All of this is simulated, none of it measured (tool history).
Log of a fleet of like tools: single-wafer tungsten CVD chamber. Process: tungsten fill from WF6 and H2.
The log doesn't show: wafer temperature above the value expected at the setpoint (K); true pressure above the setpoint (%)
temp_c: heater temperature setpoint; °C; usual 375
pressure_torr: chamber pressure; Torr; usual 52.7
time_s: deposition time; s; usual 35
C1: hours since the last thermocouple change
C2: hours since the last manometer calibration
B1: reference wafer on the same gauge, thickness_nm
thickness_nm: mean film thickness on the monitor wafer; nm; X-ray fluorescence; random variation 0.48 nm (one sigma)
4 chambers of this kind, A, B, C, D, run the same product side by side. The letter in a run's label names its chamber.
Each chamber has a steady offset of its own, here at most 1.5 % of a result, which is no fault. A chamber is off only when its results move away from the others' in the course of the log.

Run 1C, hour 4.2: usual settings; C1 1653.1; C2 1557.5; B1 65.329. Result: thickness_nm 82.481 nm.
Run 2A, hour 12.7: usual settings; C1 560.9; C2 762.6; B1 65.351. Result: thickness_nm 81.456 nm.
Run 3D, hour 19.8: usual settings; C1 124.1; C2 68.4; B1 65.438. Result: thickness_nm 80.337 nm.
Run 4B, hour 27.6: usual settings; C1 77; C2 1330.6; B1 65.389. Result: thickness_nm 81.144 nm.
Run 5D, hour 34.5: usual settings; C1 138.8; C2 83.1; B1 65.451. Result: thickness_nm 80.028 nm.
Run 6B, hour 38.7: usual settings; C1 88.1; C2 1341.7; B1 65.447. Result: thickness_nm 80.991 nm.
Run 7A, hour 44.6: usual settings but time_s 38.1 s; C1 592.8; C2 794.5; B1 65.486. Result: thickness_nm 88.535 nm.
Run 8C, hour 50.1: usual settings but time_s 38.1 s; C1 1699; C2 1603.4; B1 65.341. Result: thickness_nm 90.184 nm.
Run 9C, hour 58: usual settings but time_s 38.1 s; C1 1706.9; C2 1611.3; B1 65.408. Result: thickness_nm 90.422 nm.
Run 10B, hour 63.8: usual settings but time_s 38.1 s; C1 113.2; C2 1366.8; B1 65.317. Result: thickness_nm 88.201 nm.
Run 11D, hour 68.3: usual settings but temp_c 370 °C; C1 172.6; C2 116.9; B1 65.425. Result: thickness_nm 73.741 nm.
Run 12A, hour 72.3: usual settings but temp_c 370 °C; C1 620.5; C2 822.2; B1 65.389. Result: thickness_nm 73.538 nm.
Run 13D, hour 79.5: usual settings but temp_c 370 °C; C1 183.8; C2 128.1; B1 65.419. Result: thickness_nm 73.698 nm.
Run 14B, hour 86.3: usual settings but temp_c 370 °C; C1 135.7; C2 1389.3; B1 65.334. Result: thickness_nm 72.65 nm.
Run 15C, hour 93.2: usual settings; C1 1742.1; C2 1646.5; B1 65.397. Result: thickness_nm 83.267 nm.
Run 16A, hour 101.5: usual settings; C1 649.7; C2 851.4; B1 65.459. Result: thickness_nm 81.584 nm.
Run 17C, hour 109.7: usual settings; C1 1758.6; C2 1663; B1 65.493. Result: thickness_nm 83.14 nm.
Run 18B, hour 116: usual settings; C1 165.4; C2 1419; B1 65.422. Result: thickness_nm 81.394 nm.
Run 19D, hour 120: usual settings; C1 224.3; C2 168.6; B1 65.479. Result: thickness_nm 81.049 nm.
Run 20A, hour 127.8: usual settings; C1 676; C2 877.7; B1 65.459. Result: thickness_nm 81.119 nm.
Run 21A, hour 134.6: usual settings; C1 682.8; C2 884.5; B1 65.376. Result: thickness_nm 81.776 nm.
Run 22D, hour 142.5: usual settings; C1 246.8; C2 191.1; B1 65.413. Result: thickness_nm 80.447 nm.
Run 23B, hour 147.1: usual settings; C1 196.5; C2 1450.1; B1 65.374. Result: thickness_nm 80.612 nm.
Run 24C, hour 153.1: usual settings; C1 1802; C2 1706.4; B1 65.392. Result: thickness_nm 84.292 nm.
Run 25A, hour 159.2: usual settings; C1 707.4; C2 909.1; B1 65.436. Result: thickness_nm 81.211 nm.
Run 26B, hour 166.4: usual settings; C1 215.8; C2 1469.4; B1 65.361. Result: thickness_nm 80.512 nm.
Run 27C, hour 172.1: usual settings but temp_c 368 °C, time_s 40.8 s; C1 1821; C2 1725.4; B1 65.435. Result: thickness_nm 85.59 nm.
Run 28D, hour 177.2: usual settings but temp_c 368 °C, time_s 40.8 s; C1 281.5; C2 225.8; B1 65.339. Result: thickness_nm 81.647 nm.
Run 29D, hour 181.4: usual settings but temp_c 368 °C, time_s 40.8 s; C1 285.7; C2 230; B1 65.364. Result: thickness_nm 80.955 nm.
Run 30C, hour 185.3: usual settings but temp_c 368 °C, time_s 40.8 s; C1 1834.2; C2 1738.6; B1 65.391. Result: thickness_nm 85.612 nm.

Is one chamber off against the others, does the gauge drift, or is nothing wrong? If a chamber is off, say which, and what the likeliest cause is.

Chamber C drifts away from the others.
Cause: wafer temperature above the value expected at the setpoint (K) = 1.76.
The log may not tell that from: true pressure above the setpoint (%).

Here are 4 candidates for chamber C's next run, each the usual settings with a change, their results left as question marks. Which one brings its results back in line with what the others give on the usual settings?
In line means no further than this from the other chambers' mean on the usual settings: thickness_nm 1.7 nm
Run 31C-1, hour 191.4: usual settings but temp_c 378 °C, time_s 35.8 s. Result: thickness_nm ?.
Run 31C-2, hour 191.4: usual settings but temp_c 377 °C, pressure_torr 53.3 Torr. Result: thickness_nm ?.
Run 31C-3, hour 191.4: usual settings but pressure_torr 44.2 Torr. Result: thickness_nm ?.
Run 31C-4, hour 191.4: usual settings but temp_c 373 °C. Result: thickness_nm ?.

The other chambers' mean on the usual settings: thickness_nm 81.192 nm
  run  thickness_nm
31C-1        92.703
31C-2        89.214
31C-3        78.538
31C-4        81.637
31C-4 brings the chamber back in line.
